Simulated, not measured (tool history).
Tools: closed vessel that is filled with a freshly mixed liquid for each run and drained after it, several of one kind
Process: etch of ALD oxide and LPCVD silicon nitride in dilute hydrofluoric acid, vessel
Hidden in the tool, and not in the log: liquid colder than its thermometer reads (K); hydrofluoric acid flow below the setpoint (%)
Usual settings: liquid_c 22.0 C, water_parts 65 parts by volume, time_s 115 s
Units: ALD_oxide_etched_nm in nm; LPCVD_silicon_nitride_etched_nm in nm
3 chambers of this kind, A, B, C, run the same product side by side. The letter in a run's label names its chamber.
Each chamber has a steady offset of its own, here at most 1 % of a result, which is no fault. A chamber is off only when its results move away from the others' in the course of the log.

run     day  liquid_c  water_parts  time_s  hours since the thermometer was replaced  hours since the hydrofluoric acid flow meter was replaced  read-back film thickness of the ALD oxide reference wafer, read on the same gauge (nm)  read-back film thickness of the LPCVD silicon nitride reference wafer, read on the same gauge (nm)  ALD_oxide_etched_nm  LPCVD_silicon_nitride_etched_nm
 1C   0.308      22.0           65     115                                      38.3                                                      138.3                                                                                  140.00                                                                                              99.986              19.5970                          0.75668
 2B   0.796      22.0           65     115                                     474.7                                                     1415.0                                                                                  140.00                                                                                              99.985              20.0210                          0.76019
 3A   1.171      22.0           65     115                                     499.8                                                      147.0                                                                                  139.99                                                                                              99.979              20.1530                          0.77343
 4A   1.546      22.0           65     115                                     508.8                                                      156.0                                                                                  140.01                                                                                              99.996              19.7670                          0.78231
 5B   2.058      22.0           65     115                                     505.0                                                     1445.3                                                                                  140.01                                                                                             100.000              19.7940                          0.75779
 6C   2.392      22.0           65     115                                      88.3                                                      188.3                                                                                  139.99                                                                                              99.930              19.8290                          0.74162
 7C   2.688      24.0           65      45                                      95.4                                                      195.4                                                                                  140.00                                                                                             100.000               8.4423                          0.34106
 8A   2.929      24.0           65      45                                     542.0                                                      189.2                                                                                  140.00                                                                                             100.010               8.5660                          0.35639
 9B   3.288      24.0           65      45                                     534.5                                                     1474.8                                                                                  139.99                                                                                             100.030               8.4428                          0.33644
10C   3.654      22.0           65     115                                     118.6                                                      218.6                                                                                  140.01                                                                                             100.030              19.9420                          0.76743
11A   4.075      22.0           65     115                                     569.5                                                      216.7                                                                                  140.01                                                                                              99.973              19.8390                          0.76746
12B   4.392      22.0           65     115                                     561.0                                                     1501.3                                                                                  140.00                                                                                             100.010              19.9830                          0.71067
13A   4.800      22.0           65     115                                     586.9                                                      234.1                                                                                  140.00                                                                                             100.020              20.0490                          0.79841
      4.842  -- chamber B: hydrofluoric acid flow meter replaced
14B   5.125      24.0           65     115                                     578.6                                                        6.9                                                                                  139.98                                                                                             100.000              21.3800                          0.86544
15C   5.371      24.0           65     115                                     159.8                                                      259.8                                                                                  139.99                                                                                             100.000              21.7540                          0.88892
16A   5.712      24.0           65     115                                     608.8                                                      256.0                                                                                  140.01                                                                                             100.000              21.8900                          0.85659
17B   6.158      22.0           65     115                                     603.4                                                       31.7                                                                                  140.00                                                                                              99.999              19.9070                          0.79668
18C   6.496      20.5           65     115                                     186.8                                                      286.8                                                                                  140.01                                                                                              99.974              18.7850                          0.69719
19A   6.975      20.5           65     115                                     639.1                                                      286.3                                                                                  140.00                                                                                             100.010              18.8880                          0.70143
20C   7.412      20.5           65     115                                     208.8                                                      308.8                                                                                  140.02                                                                                             100.000              18.4340                          0.71796
21B   7.692      22.0           65     115                                     640.2                                                       68.5                                                                                  140.02                                                                                             100.050              19.7140                          0.76566
22C   8.042      22.0           65     115                                     223.9                                                      323.9                                                                                  140.00                                                                                              99.976              19.8900                          0.81721
23B   8.488      22.0           65     115                                     659.3                                                       87.6                                                                                  140.01                                                                                              99.961              20.0840                          0.77343
24A   8.725      22.0           65     115                                     681.1                                                      328.3                                                                                  139.99                                                                                              99.995              19.9090                          0.78039
25C   9.033      22.0           65     115                                     247.7                                                      347.7                                                                                  140.00                                                                                              99.987              19.6970                          0.76353
26A   9.550      22.0           65     115                                     700.9                                                      348.1                                                                                  139.98                                                                                             100.030              19.9880                          0.82253
27B   9.938      17.0           65      50                                     694.1                                                      122.4                                                                                  140.01                                                                                              99.999               6.9207                          0.23955
28C  10.312      17.0           65      50                                     278.4                                                      378.4                                                                                  140.01                                                                                              99.990               6.9249                          0.23532
29B  10.671      17.0           65      50                                     711.7                                                      140.0                                                                                  139.99                                                                                             100.020               6.9623                          0.23971
30A  10.933      22.0           65     115                                     734.1                                                      381.3                                                                                  139.99                                                                                             100.020              20.1000                          0.78760
31C  11.233      22.0           65     115                                     300.5                                                      400.5                                                                                  139.97                                                                                              99.959              19.9060                          0.76016
32B  11.533      22.0           65     115                                     732.4                                                      160.7                                                                                  139.99                                                                                             100.000              20.1100                          0.79541
33A  11.846      22.0           65     115                                     756.0                                                      403.2                                                                                  140.01                                                                                              99.972              19.9440                          0.77067
34C  12.200      22.0           65     115                                     323.7                                                      423.7                                                                                  140.00                                                                                              99.977              19.8900                          0.76470
35B  12.517      22.0           65     115                                     756.0                                                      184.3                                                                                  140.02                                                                                              99.993              19.5130                          0.73553
36A  13.017      22.0           65     115                                     784.1                                                      431.3                                                                                  140.00                                                                                              99.990              20.2730                          0.75676
37B  13.342      22.0           65     115                                     775.8                                                      204.1                                                                                  140.02                                                                                              99.980              19.8660                          0.75220

What goes on in this fleet: one chamber off, a drifting gauge, or nothing beyond the chambers' own small offsets? Name the chamber and the cause, if any.

No chamber stands off beyond its own small offset, and the gauge holds steady.

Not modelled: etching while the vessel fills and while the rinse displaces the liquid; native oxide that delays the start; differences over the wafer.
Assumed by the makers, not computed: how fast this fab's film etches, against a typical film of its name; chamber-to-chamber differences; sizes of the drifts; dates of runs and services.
